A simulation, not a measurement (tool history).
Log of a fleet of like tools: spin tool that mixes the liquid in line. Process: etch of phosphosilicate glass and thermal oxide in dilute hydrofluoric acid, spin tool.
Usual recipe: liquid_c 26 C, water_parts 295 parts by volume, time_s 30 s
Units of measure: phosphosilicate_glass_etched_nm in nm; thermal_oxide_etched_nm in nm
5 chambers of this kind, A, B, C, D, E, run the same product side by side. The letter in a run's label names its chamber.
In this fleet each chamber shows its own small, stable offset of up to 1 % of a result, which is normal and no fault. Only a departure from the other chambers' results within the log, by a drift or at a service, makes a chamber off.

run,hour,liquid_c,water_parts,time_s,"read-back film thickness of the phosphosilicate glass reference wafer, read on the same gauge (nm)","read-back film thickness of the thermal oxide reference wafer, read on the same gauge (nm)",phosphosilicate_glass_etched_nm,thermal_oxide_etched_nm
1A,3.1,26,295,30,109.99,149.98,9.4484,0.41945
2D,7,26,295,30,109.98,150.01,9.4465,0.41136
3C,11.5,26,295,30,110,150,9.3813,0.36957
4B,14.6,26,295,30,109.98,150.02,9.4814,0.42574
5E,18.6,26,295,30,110.01,149.99,9.5108,0.42585
6B,21.7,26,295,30,109.98,149.99,9.389,0.41354
7C,26.3,26,295,30,109.99,149.98,9.3891,0.38064
8E,29.7,26,295,30,110.01,149.99,9.6198,0.41985
9A,33.3,22,295,20,110,150.02,5.5031,0.25992
10D,36.2,22,295,20,110.02,149.97,5.5004,0.23789
11E,40.5,22,295,20,110.01,150,5.5612,0.24862
12A,44.1,22,295,20,110.02,149.99,5.5229,0.24651
13B,46.9,22,295,20,110,149.99,5.4583,0.24329
14D,50.2,26,295,30,109.97,150.01,9.4281,0.38182
15C,53.7,26,295,30,110,150,9.4419,0.37095
16C,58.5,26,295,30,110.02,149.99,9.409,0.41933
17B,63.8,26,295,30,110,150.02,9.408,0.4239
18E,67.1,26,295,30,109.99,149.99,9.557,0.38955
19D,70.9,23,295,30,110,149.97,8.605,0.38557
20A,73.9,23,295,30,110,149.98,8.5757,0.35216
21E,78.3,23,295,30,110.01,150.01,8.607,0.41417
22D,80.8,23,295,30,109.97,150,8.5921,0.39946
23B,86,23,295,30,109.98,149.98,8.5107,0.42029
24C,89,27.5,295,20,110.01,150.04,6.6016,0.28728
25A,91.6,27.5,295,20,110.01,150.01,6.6385,0.2962
26E,94.6,27.5,295,20,109.99,149.98,6.696,0.3017
27C,98.8,27.5,295,20,109.97,149.99,6.5698,0.30744
28B,102.3,27.5,295,20,109.99,150,6.595,0.29052
29D,107,26,295,30,110.02,150.02,9.5346,0.39575
30A,110.4,27.5,295,40,109.99,149.98,13.255,0.59772
31C,114.2,27.5,295,40,110.02,149.99,13.159,0.61781
32A,118,27.5,295,40,110.02,149.98,13.209,0.59753
33E,120.4,27.5,295,40,110,149.99,13.42,0.59009
34D,123.3,27.5,295,40,109.99,149.99,13.223,0.58683

Is one chamber out of step, is the gauge drifting, or do the chambers differ by no more than their own small offsets? For an off chamber, give its letter and the likeliest cause.

All chambers stay in line apart from their small fixed offsets, and the gauge does not drift.
